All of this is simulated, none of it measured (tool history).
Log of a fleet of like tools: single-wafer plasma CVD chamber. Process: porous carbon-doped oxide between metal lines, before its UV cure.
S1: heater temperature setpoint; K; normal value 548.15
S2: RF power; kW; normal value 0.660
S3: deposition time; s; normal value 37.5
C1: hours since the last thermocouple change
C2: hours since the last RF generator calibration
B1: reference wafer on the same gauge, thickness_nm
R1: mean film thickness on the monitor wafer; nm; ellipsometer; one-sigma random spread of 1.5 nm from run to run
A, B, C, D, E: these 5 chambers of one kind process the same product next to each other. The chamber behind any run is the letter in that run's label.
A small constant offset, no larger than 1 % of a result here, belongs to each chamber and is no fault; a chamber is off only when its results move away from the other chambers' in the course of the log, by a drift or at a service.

run	hour	S1	S2	S3	C1	C2	B1	R1
1A	7.9	548.15	0.660	37.5	2195.5	80.8	274.97	279.93
2B	12.1	548.15	0.660	37.5	897.8	656.1	275.04	279.80
3C	18.8	548.15	0.660	37.5	766.3	560.7	275.24	280.31
4E	25.9	548.15	0.660	37.5	78.5	1444.5	275.14	280.94
5D	34.3	548.15	0.660	37.5	632.8	1949.8	275.01	280.98
6E	40.3	554.15	0.660	31.4	92.9	1458.9	275.17	231.25
7A	45.0	554.15	0.660	31.4	2232.6	117.9	275.06	222.22
8D	51.1	554.15	0.660	31.4	649.6	1966.6	274.88	225.78
9C	58.0	554.15	0.660	31.4	805.5	599.9	275.23	226.60
10B	66.2	554.15	0.660	31.4	951.9	710.2	274.80	227.08
11D	70.5	548.15	0.660	37.5	669.0	1986.0	274.82	283.90
12B	76.5	548.15	0.660	37.5	962.2	720.5	274.56	278.19
13C	83.0	548.15	0.660	37.5	830.5	624.9	275.03	280.84
14E	91.5	548.15	0.660	37.5	144.1	1510.1	274.87	283.61
15A	96.8	548.15	0.660	37.5	2284.4	169.7	274.86	278.94
16A	102.1	548.15	0.660	37.5	2289.7	175.0	275.06	280.23
17C	109.5	548.15	0.660	37.5	857.0	651.4	274.94	278.62
18B	115.7	548.15	0.730	41.9	1001.4	759.7	275.00	333.57
19E	122.5	548.15	0.730	41.9	175.1	1541.1	274.98	335.92
20D	129.2	548.15	0.730	41.9	727.7	2044.7	275.04	334.41
21C	133.7	548.15	0.730	41.9	881.2	675.6	275.18	327.51
22D	140.2	548.15	0.730	41.9	738.7	2055.7	275.11	334.65
23B	144.2	548.15	0.660	37.5	1029.9	788.2	275.12	280.04
24E	150.5	548.15	0.660	37.5	203.1	1569.1	275.29	285.02
25A	155.0	548.15	0.660	37.5	2342.6	227.9	274.91	277.61
26D	160.6	548.15	0.660	37.5	759.1	2076.1	275.06	282.06
27E	165.1	561.15	0.660	30.4	217.7	1583.7	275.33	210.10
28A	169.9	561.15	0.660	30.4	2357.5	242.8	275.21	210.88
29B	175.1	561.15	0.660	30.4	1060.8	819.1	275.06	211.22
30C	182.8	561.15	0.660	30.4	930.3	724.7	275.06	207.69
31D	187.4	561.15	0.660	30.4	785.9	2102.9	275.01	210.39
32B	195.8	548.15	0.660	37.5	1081.5	839.8	275.04	282.74
33A	201.2	548.15	0.605	37.5	2388.8	274.1	275.15	263.40
34E	208.9	548.15	0.605	37.5	261.5	1627.5	275.02	267.14
35C	217.5	548.15	0.605	37.5	965.0	759.4	274.85	257.31
36E	225.7	548.15	0.605	37.5	278.3	1644.3	274.89	267.86
37B	232.9	548.15	0.605	37.5	1118.6	876.9	275.06	264.49
38A	239.5	548.15	0.660	37.5	2427.1	312.4	274.67	279.72
39D	243.9	548.15	0.660	37.5	842.4	2159.4	275.04	281.57
40C	250.0	548.15	0.660	37.5	997.5	791.9	274.97	270.58
41D	255.6	548.15	0.660	37.5	854.1	2171.1	275.19	281.66
42C	263.8	548.15	0.660	37.5	1011.3	805.7	274.86	268.22
43B	270.2	548.15	0.660	37.5	1155.9	914.2	274.70	280.79

Decide between three cases: one chamber stands off from its peers, the gauge reading all wafers drifts, or nothing is wrong past each chamber's small offset. Where a chamber is off, say which and what most likely put it there.

One chamber, C, drifts off from the rest bit by bit.
Likeliest cause: delivered RF power below the setpoint (%) = 5.7.
The log might look much the same if the cause were instead: wafer temperature above the value expected at the setpoint (K).

Here are 4 candidates for chamber C's next run, each the usual settings with a change, their results left as question marks. Which one brings its results back in line with what the others give on the usual settings?
In line means no further than this from the other chambers' mean on the usual settings: R1 5.30 nm
44C-1	276.4	548.15	0.660	35.9				?
44C-2	276.4	546.15	0.685	37.5				?
44C-3	276.4	548.15	0.660	37.7				?
44C-4	276.4	548.15	0.655	37.5				?

On the usual settings, the other chambers give on average: R1 280.89 nm
run	R1
44C-1	258.64
44C-2	280.05
44C-3	271.26
44C-4	268.52
It is 44C-2 that realigns the chamber with its peers.
